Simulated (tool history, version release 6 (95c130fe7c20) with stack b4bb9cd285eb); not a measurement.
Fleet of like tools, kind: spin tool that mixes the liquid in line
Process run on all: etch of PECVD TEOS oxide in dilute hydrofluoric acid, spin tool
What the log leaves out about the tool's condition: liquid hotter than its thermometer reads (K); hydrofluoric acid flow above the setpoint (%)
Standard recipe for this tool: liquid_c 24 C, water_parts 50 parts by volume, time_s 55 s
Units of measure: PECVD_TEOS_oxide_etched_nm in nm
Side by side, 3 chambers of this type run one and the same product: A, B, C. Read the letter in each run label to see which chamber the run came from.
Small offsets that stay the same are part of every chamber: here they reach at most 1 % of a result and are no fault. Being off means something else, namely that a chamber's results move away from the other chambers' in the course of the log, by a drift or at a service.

run,hour,liquid_c,water_parts,time_s,hours since the thermometer was replaced,hours since the hydrofluoric acid flow meter was replaced,"read-back film thickness of the PECVD TEOS oxide reference wafer, read on the same gauge (nm)",PECVD_TEOS_oxide_etched_nm
1B,4.8,24,50,55,401.4,220.2,59.989,24.146
2A,8.1,24,50,55,1377.8,783.0,60.014,24.276
3C,14.3,24,50,55,213.6,215.9,59.998,24.227
4C,17.4,24,50,55,216.7,219.0,59.993,24.357
5A,22.8,24,50,55,1392.5,797.7,60.007,24.018
6B,26.7,24,50,55,423.3,242.1,59.965,24.455
7A,32.3,24,50,55,1402.0,807.2,60.015,24.445
8B,39.1,24,50,55,435.7,254.5,59.982,24.843
9C,45.5,24,50,55,244.8,247.1,60.017,24.398
10B,48.7,24,50,55,445.3,264.1,60.005,25.222
11C,54.1,24,50,55,253.4,255.7,60.004,24.208
# hour 54.7: chamber A: thermometer replaced
12A,60.6,24,50,55,5.9,835.5,60.019,24.413
13B,63.9,24,50,55,460.5,279.3,60.004,25.240
14C,70.7,24,50,55,270.0,272.3,59.995,24.711
15A,75.9,24,50,55,21.2,850.8,59.969,24.190
16A,79.2,24,50,35,24.5,854.1,59.992,15.348
17C,84.9,24,50,35,284.2,286.5,60.029,15.270
18B,91.9,24,50,35,488.5,307.3,59.982,16.363
19A,96.0,24,50,55,41.3,870.9,60.008,24.362
20C,102.6,24,50,55,301.9,304.2,60.010,24.427
21B,108.7,24,50,55,505.3,324.1,60.002,26.403

Next, all 3 chambers run the settings below, one line each with question marks for the results. What does each chamber give?
22A,113.9,24,50,55,,,,?
22B,113.9,24,50,55,,,,?
22C,113.9,24,50,55,,,,?

run,PECVD_TEOS_oxide_etched_nm
22A,24.499
22B,26.065
22C,24.494

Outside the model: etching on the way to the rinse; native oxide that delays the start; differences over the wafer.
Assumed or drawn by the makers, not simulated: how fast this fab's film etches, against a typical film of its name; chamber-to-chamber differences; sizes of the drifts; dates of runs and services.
